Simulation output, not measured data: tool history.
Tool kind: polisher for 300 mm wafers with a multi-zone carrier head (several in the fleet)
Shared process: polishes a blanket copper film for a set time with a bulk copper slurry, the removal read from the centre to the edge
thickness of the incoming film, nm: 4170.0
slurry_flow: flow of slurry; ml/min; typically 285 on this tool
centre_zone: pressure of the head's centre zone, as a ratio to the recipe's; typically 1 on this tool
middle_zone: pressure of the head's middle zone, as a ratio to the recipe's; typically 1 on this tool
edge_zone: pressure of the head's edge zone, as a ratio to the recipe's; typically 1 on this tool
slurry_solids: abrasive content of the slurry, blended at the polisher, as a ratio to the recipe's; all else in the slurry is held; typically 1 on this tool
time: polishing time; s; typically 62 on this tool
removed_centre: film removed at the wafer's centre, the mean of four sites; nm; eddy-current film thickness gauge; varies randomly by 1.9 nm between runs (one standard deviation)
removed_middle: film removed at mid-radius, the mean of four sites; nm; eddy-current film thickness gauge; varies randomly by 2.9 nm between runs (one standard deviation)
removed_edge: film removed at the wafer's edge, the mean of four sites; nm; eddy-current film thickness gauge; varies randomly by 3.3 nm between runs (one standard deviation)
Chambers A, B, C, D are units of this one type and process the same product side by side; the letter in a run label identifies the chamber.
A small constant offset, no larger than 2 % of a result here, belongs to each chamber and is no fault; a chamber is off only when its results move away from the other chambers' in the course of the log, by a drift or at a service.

run,hour,slurry_flow,centre_zone,middle_zone,edge_zone,slurry_solids,time,removed_centre,removed_middle,removed_edge
1A,12.7,285,1,1,1,1,62,309.09,307.34,304.72
# hour 16.5: chamber C: worn pad replaced by a new one
# hour 25.4: chamber B: worn pad replaced by a new one
2C,28.4,285,1,1,1,1,62,297.21,303.33,301.43
3B,37.4,285,1,1,1,1,62,308.23,302.9,302.59
4D,45.1,285,1,1,1,1,62,311.78,303.12,302.96
# hour 51: chamber A: worn pad replaced by a new one
# hour 52.5: chamber A: edge zone pressure recalibrated
5B,61,285,0.89,1,1,1.2,62,281.57,324.57,316.61
6A,71.2,285,0.89,1,1,1.2,62,280.96,324.93,318.39
# hour 72.5: chamber D: worn pad replaced by a new one
7D,83.6,285,0.89,1,1,1.2,62,284.64,319.62,316.94
8C,98,285,0.89,1,1,1.2,62,273.11,313.92,315.76
# hour 99.7: chamber C: worn pad replaced by a new one
9A,110.8,285,1,1,1,1,62,310.55,305.39,301.38
# hour 112.8: chamber B: worn pad replaced by a new one
10B,118.4,285,1,1,1,1,62,306.73,307.51,308.33
11C,130.6,285,1,1,1,1,62,303.26,302.79,304.54
# hour 145.4: chamber A: worn pad replaced by a new one
12D,146.9,285,1,1,1,1,62,311.86,307.34,302.53
# hour 152.2: chamber D: worn pad replaced by a new one
13A,157.6,285,1,1,1,1,62,305.48,307.27,298.63
14C,165.7,285,0.93,0.91,1,1,62,279.39,278.47,309.08
15B,176.2,285,0.93,0.91,1,1,62,283.19,284.72,310.39
16D,187.7,285,0.93,0.91,1,1,62,283.4,281.29,304.15
# hour 191.9: chamber C: worn pad replaced by a new one
17B,200.5,285,0.93,0.91,1,1,62,283.97,282.67,302.42
# hour 201.8: chamber B: slurry nozzle cleaned
# hour 205.7: chamber B: worn pad replaced by a new one
18A,215.1,285,1,1,1,1,62,305.16,302.55,297.77
19D,222.9,285,1,1,1,1,62,307.84,303.19,302.64
20C,235.6,285,1,1,1,1,62,300.76,304.68,306.42
# hour 241.4: chamber D: centre zone pressure recalibrated
# hour 246.1: chamber D: worn pad replaced by a new one
21C,246.1,285,1,1,1,1,62,300.64,301.63,305.12
22A,255.5,285,1,1,1,1,62,298.62,306.44,296.81
23B,262.5,285,0.9,1,1,1,79,348.35,392.98,395.91
# hour 265.2: chamber A: worn pad replaced by a new one
# hour 271: chamber C: worn pad replaced by a new one
24D,275.4,285,0.9,1,1,1,79,351.04,385.72,398.21
25A,289.8,285,0.9,1,1,1,79,340.03,382.61,382.61
# hour 291: chamber B: worn pad replaced by a new one
26C,304.2,285,0.9,1,1,1,79,342.34,378.42,390.13
27D,313.4,285,1,1,1,1,62,304.43,304.92,305.28
28B,328.7,285,1,1,1,1,62,308.08,311.11,301.61
29A,342.9,285,1,1,1,1,62,292.49,293.76,290.62
# hour 343: chamber D: worn pad replaced by a new one
30D,355.6,285,1,1,1,1,62,309.6,302.56,315.44
# hour 358.2: chamber C: worn pad replaced by a new one
# hour 360: chamber A: worn pad replaced by a new one
31C,367.5,285,1,1,1.11,1,62,302.66,300.38,328.9
32B,379.3,285,1,1,1.11,1,62,305.54,310.57,320.19
# hour 391: chamber B: worn pad replaced by a new one
33D,394,285,1,1,1.11,1,62,304.81,308.89,322.54
34C,409,285,1,1,1.11,1,62,298.22,303.55,320.94
35B,416.6,285,1,1,1,1,62,307.34,307.79,311.06
# hour 419.9: chamber C: centre zone pressure recalibrated
36A,432.6,285,1,1,1,1,62,288.38,282.76,294.94
# hour 447: chamber C: edge zone pressure recalibrated
37C,448,285,1,1,1,1,62,300.39,298.51,302.99
38A,459.7,285,1,1,1,1,62,286.72,283.4,285.14

Next, every chamber runs the same settings. What will each give?
39A,471.3,285,1,1,1,1,46,?,?,?
39B,471.3,285,1,1,1,1,46,?,?,?
39C,471.3,285,1,1,1,1,46,?,?,?
39D,471.3,285,1,1,1,1,46,?,?,?

run,removed_centre,removed_middle,removed_edge
39A,210.12,215.18,213.44
39B,229.04,229.15,229.89
39C,221.96,223.68,228.59
39D,227.64,225.39,225.85
